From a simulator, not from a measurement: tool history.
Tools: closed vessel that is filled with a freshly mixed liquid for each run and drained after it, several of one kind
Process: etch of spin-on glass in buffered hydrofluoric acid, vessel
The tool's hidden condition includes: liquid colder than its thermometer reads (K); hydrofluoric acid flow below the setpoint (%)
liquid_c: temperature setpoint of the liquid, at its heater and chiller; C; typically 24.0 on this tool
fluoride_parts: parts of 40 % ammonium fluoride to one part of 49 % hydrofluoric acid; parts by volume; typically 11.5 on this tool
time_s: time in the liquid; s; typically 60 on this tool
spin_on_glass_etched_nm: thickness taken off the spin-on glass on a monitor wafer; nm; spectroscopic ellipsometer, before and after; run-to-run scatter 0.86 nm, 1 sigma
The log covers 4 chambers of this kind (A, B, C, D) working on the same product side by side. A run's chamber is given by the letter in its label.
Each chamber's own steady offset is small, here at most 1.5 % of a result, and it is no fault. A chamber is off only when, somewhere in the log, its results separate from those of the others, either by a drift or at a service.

run,hour,liquid_c,fluoride_parts,time_s,hours since the thermometer was replaced,hours since the hydrofluoric acid flow meter was replaced,"read-back film thickness of the spin-on glass reference wafer, read on the same gauge (nm)",spin_on_glass_etched_nm
1B,4.8,24.0,11.5,60,845.3,1475.0,150.00,152.420
2A,11.1,24.0,11.5,60,2532.3,24.5,149.99,150.200
3C,18.3,24.0,11.5,60,987.7,1232.2,150.01,153.010
4D,26.5,24.0,11.5,60,980.3,92.0,150.04,150.000
5A,33.1,24.0,11.5,60,2554.3,46.5,149.97,153.050
6D,38.1,24.0,11.5,60,991.9,103.6,149.98,150.640
7C,44.5,24.0,11.5,60,1013.9,1258.4,150.02,151.400
8B,49.1,24.0,11.5,60,889.6,1519.3,150.00,150.980
9D,53.8,24.0,11.5,60,1007.6,119.3,149.98,151.450
10C,58.1,24.0,11.5,60,1027.5,1272.0,149.98,152.420
11B,66.2,24.0,11.5,60,906.7,1536.4,150.00,153.380
12A,70.5,24.0,11.5,60,2591.7,83.9,149.98,152.240
13B,77.4,24.0,11.5,60,917.9,1547.6,149.99,151.230
14A,83.3,24.0,11.5,60,2604.5,96.7,149.99,151.300
15C,91.0,28.0,11.5,60,1060.4,1304.9,150.00,188.440
16D,97.5,28.0,11.5,60,1051.3,163.0,150.03,186.560
17C,106.9,28.0,11.5,60,1076.3,1320.8,150.04,188.220
# hour 111.7: chamber A: thermometer replaced
18B,115.3,28.0,11.5,60,955.8,1585.5,150.02,188.740
19A,121.6,24.0,7.5,75,9.9,135.0,150.03,281.350
20D,131.2,24.0,7.5,75,1085.0,196.7,150.04,279.880
21D,137.9,24.0,7.5,75,1091.7,203.4,149.99,281.570
22C,143.6,24.0,7.5,75,1113.0,1357.5,150.00,281.370
23A,151.8,24.0,11.5,60,40.1,165.2,150.00,151.710
24B,157.7,24.0,11.5,60,998.2,1627.9,150.01,150.870
25D,167.0,24.0,11.5,60,1120.8,232.5,150.04,150.610
26A,171.6,24.0,11.5,60,59.9,185.0,150.00,151.590
27B,178.9,21.5,9.5,60,1019.4,1649.1,149.96,155.660
28C,184.9,21.5,9.5,60,1154.3,1398.8,150.02,157.110
# hour 191.0: chamber C: thermometer replaced
29A,192.7,21.5,9.5,60,81.0,206.1,149.98,156.480
30D,199.6,21.5,9.5,60,1153.4,265.1,150.01,155.340
31B,208.3,24.0,11.5,60,1048.8,1678.5,149.99,152.350
32C,213.3,24.0,11.5,60,22.4,1427.2,149.98,152.880
33A,221.1,24.0,11.5,60,109.4,234.5,149.99,151.240
34C,229.1,24.0,11.5,60,38.2,1443.0,150.01,152.300
35D,236.9,24.0,14.5,35,1190.7,302.4,150.02,69.392
36B,243.8,24.0,14.5,35,1084.3,1714.0,150.00,71.097
37B,248.4,24.0,14.5,35,1088.9,1718.6,149.98,70.732
38A,258.3,24.0,14.5,35,146.6,271.7,149.99,70.852
39C,263.9,24.0,11.5,60,73.0,1477.8,150.01,152.720
40D,270.0,24.0,11.5,60,1223.8,335.5,150.01,150.400
41D,278.3,24.0,11.5,60,1232.1,343.8,149.97,150.550

Is one chamber out of step, is the gauge drifting, or do the chambers differ by no more than their own small offsets? For an off chamber, give its letter and the likeliest cause.

No chamber is off and the gauge is stable; the differences are just each chamber's small, constant offset.

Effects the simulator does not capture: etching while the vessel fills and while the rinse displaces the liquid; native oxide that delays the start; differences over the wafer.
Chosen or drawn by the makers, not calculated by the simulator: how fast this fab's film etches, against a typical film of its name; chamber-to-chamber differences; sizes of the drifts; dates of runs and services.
